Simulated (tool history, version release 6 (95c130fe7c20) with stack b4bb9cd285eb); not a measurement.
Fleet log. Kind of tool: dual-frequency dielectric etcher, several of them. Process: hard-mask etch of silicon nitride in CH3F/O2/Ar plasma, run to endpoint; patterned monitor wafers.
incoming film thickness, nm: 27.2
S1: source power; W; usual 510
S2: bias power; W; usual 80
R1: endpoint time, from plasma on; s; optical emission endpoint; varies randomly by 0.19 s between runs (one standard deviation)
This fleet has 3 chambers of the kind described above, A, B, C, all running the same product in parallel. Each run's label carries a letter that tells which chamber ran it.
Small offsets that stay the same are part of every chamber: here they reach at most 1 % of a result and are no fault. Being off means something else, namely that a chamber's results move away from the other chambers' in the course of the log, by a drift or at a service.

run 1A hour=7.9 | S1=510 S2=80 | R1=34.745
run 2C hour=15.6 | S1=510 S2=80 | R1=34.416
run 3B hour=19.9 | S1=510 S2=80 | R1=34.456
run 4B hour=26.7 | S1=510 S2=80 | R1=34.526
run 5C hour=33.8 | S1=510 S2=80 | R1=34.52
run 6A hour=40.9 | S1=510 S2=80 | R1=34.606
run 7B hour=46 | S1=510 S2=80 | R1=34.253
run 8C hour=53.8 | S1=510 S2=80 | R1=34.641
run 9A hour=61.3 | S1=510 S2=80 | R1=35.313
run 10B hour=67.8 | S1=510 S2=88 | R1=33.487
run 11C hour=72.1 | S1=510 S2=88 | R1=33.454
run 12A hour=78.1 | S1=510 S2=88 | R1=33.43
run 13B hour=86.5 | S1=510 S2=80 | R1=34.61
run 14A hour=93.3 | S1=510 S2=80 | R1=35.08
run 15C hour=99.7 | S1=510 S2=80 | R1=35.381
run 16C hour=106.8 | S1=510 S2=80 | R1=35.247
run 17B hour=110.7 | S1=510 S2=80 | R1=34.841
run 18A hour=118.7 | S1=510 S2=98 | R1=32.504
run 19A hour=124.8 | S1=510 S2=98 | R1=32.818
run 20B hour=131.8 | S1=510 S2=98 | R1=32.276
run 21C hour=138.5 | S1=510 S2=80 | R1=35.462
run 22C hour=145.8 | S1=510 S2=80 | R1=36.312
run 23A hour=152.3 | S1=510 S2=70 | R1=36.137
run 24B hour=158.8 | S1=510 S2=70 | R1=36.155

One chamber off, gauge drift, or nothing amiss beyond the chambers' own small offsets? If it is a chamber, which one, and what is the likeliest cause?

One chamber, C, drifts off from the rest bit by bit.
Likeliest cause: etch rate under this chamber's usual, % = 5.24.

Here are 4 candidates for chamber C's next run, each the usual settings with a change, their results left as question marks. Which one brings its results back in line with what the others give on the usual settings?
To be in line, a result may differ from the other chambers' mean on the usual settings by at most: R1 0.66 s
run 25C-1 hour=165 | S1=580 S2=80 | R1=?
run 25C-2 hour=165 | S1=570 S2=89 | R1=?
run 25C-3 hour=165 | S1=450 S2=71 | R1=?
run 25C-4 hour=165 | S1=440 S2=80 | R1=?

The other chambers' mean on the usual settings: R1 34.758 s
run=25C-1 R1=34.822
run=25C-2 R1=33.776
run=25C-3 R1=39.898
run=25C-4 R1=38.608
25C-1 puts the chamber back in line with the other chambers.

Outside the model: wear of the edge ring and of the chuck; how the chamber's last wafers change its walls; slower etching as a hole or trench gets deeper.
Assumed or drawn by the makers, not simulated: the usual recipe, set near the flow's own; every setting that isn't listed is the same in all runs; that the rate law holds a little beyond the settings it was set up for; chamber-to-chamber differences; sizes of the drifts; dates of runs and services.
